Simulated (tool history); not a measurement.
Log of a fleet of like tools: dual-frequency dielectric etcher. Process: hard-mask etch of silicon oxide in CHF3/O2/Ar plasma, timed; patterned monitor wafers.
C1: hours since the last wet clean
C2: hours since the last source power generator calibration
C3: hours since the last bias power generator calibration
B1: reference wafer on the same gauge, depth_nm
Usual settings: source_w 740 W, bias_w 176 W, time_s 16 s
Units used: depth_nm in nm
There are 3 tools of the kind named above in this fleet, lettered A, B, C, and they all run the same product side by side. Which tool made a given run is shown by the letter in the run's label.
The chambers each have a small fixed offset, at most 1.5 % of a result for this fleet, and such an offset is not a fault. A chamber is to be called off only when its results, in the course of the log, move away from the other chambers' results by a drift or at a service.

run 1C day=0.550 | source_w=740 bias_w=176 time_s=16 | C1=197.9 C2=867.7 C3=1031.1 | B1=38.140 | depth_nm=32.931
run 2A day=0.833 | source_w=740 bias_w=176 time_s=16 | C1=194.4 C2=2589.5 C3=3247.8 | B1=38.138 | depth_nm=33.955
run 3B day=1.421 | source_w=740 bias_w=176 time_s=16 | C1=168.5 C2=218.2 C3=1584.4 | B1=38.126 | depth_nm=33.841
run 4A day=1.942 | source_w=740 bias_w=176 time_s=16 | C1=221.0 C2=2616.1 C3=3274.4 | B1=38.101 | depth_nm=33.803
run 5C day=2.233 | source_w=740 bias_w=176 time_s=16 | C1=238.3 C2=908.1 C3=1071.5 | B1=38.084 | depth_nm=33.457
run 6B day=2.533 | source_w=740 bias_w=176 time_s=16 | C1=195.2 C2=244.9 C3=1611.1 | B1=38.110 | depth_nm=33.792
run 7B day=3.092 | source_w=740 bias_w=176 time_s=16 | C1=208.6 C2=258.3 C3=1624.5 | B1=38.111 | depth_nm=33.953
run 8C day=3.400 | source_w=740 bias_w=176 time_s=13 | C1=266.3 C2=936.1 C3=1099.5 | B1=38.113 | depth_nm=27.142
run 9A day=3.679 | source_w=740 bias_w=176 time_s=13 | C1=262.7 C2=2657.8 C3=3316.1 | B1=38.074 | depth_nm=27.369
run 10C day=4.096 | source_w=740 bias_w=176 time_s=13 | C1=283.0 C2=952.8 C3=1116.2 | B1=38.108 | depth_nm=27.167
run 11B day=4.521 | source_w=740 bias_w=176 time_s=16 | C1=242.9 C2=292.6 C3=1658.8 | B1=38.095 | depth_nm=34.322
run 12A day=4.892 | source_w=740 bias_w=176 time_s=16 | C1=291.8 C2=2686.9 C3=3345.2 | B1=38.135 | depth_nm=33.792
run 13A day=5.217 | source_w=740 bias_w=176 time_s=16 | C1=299.6 C2=2694.7 C3=3353.0 | B1=38.105 | depth_nm=33.678
run 14B day=5.679 | source_w=740 bias_w=176 time_s=16 | C1=270.7 C2=320.4 C3=1686.6 | B1=38.086 | depth_nm=34.924
run 15C day=6.250 | source_w=740 bias_w=176 time_s=16 | C1=334.7 C2=1004.5 C3=1167.9 | B1=38.067 | depth_nm=33.461
-- day=6.583 chamber C: wet clean of the chamber
run 16A day=6.717 | source_w=740 bias_w=176 time_s=16 | C1=335.6 C2=2730.7 C3=3389.0 | B1=38.089 | depth_nm=33.864
run 17C day=7.154 | source_w=740 bias_w=176 time_s=16 | C1=13.7 C2=1026.2 C3=1189.6 | B1=38.089 | depth_nm=33.480
run 18B day=7.500 | source_w=740 bias_w=176 time_s=16 | C1=314.4 C2=364.1 C3=1730.3 | B1=38.096 | depth_nm=35.475
run 19B day=7.800 | source_w=630 bias_w=176 time_s=16 | C1=321.6 C2=371.3 C3=1737.5 | B1=38.105 | depth_nm=33.555
run 20A day=8.304 | source_w=630 bias_w=176 time_s=16 | C1=373.7 C2=2768.8 C3=3427.1 | B1=38.105 | depth_nm=31.718

All chambers now run identical settings, listed one chamber a line with results as question marks. What results will each chamber show?
run 21A day=8.729 | source_w=740 bias_w=176 time_s=16 | depth_nm=?
run 21B day=8.729 | source_w=740 bias_w=176 time_s=16 | depth_nm=?
run 21C day=8.729 | source_w=740 bias_w=176 time_s=16 | depth_nm=?

run=21A depth_nm=34.247
run=21B depth_nm=35.327
run=21C depth_nm=33.341

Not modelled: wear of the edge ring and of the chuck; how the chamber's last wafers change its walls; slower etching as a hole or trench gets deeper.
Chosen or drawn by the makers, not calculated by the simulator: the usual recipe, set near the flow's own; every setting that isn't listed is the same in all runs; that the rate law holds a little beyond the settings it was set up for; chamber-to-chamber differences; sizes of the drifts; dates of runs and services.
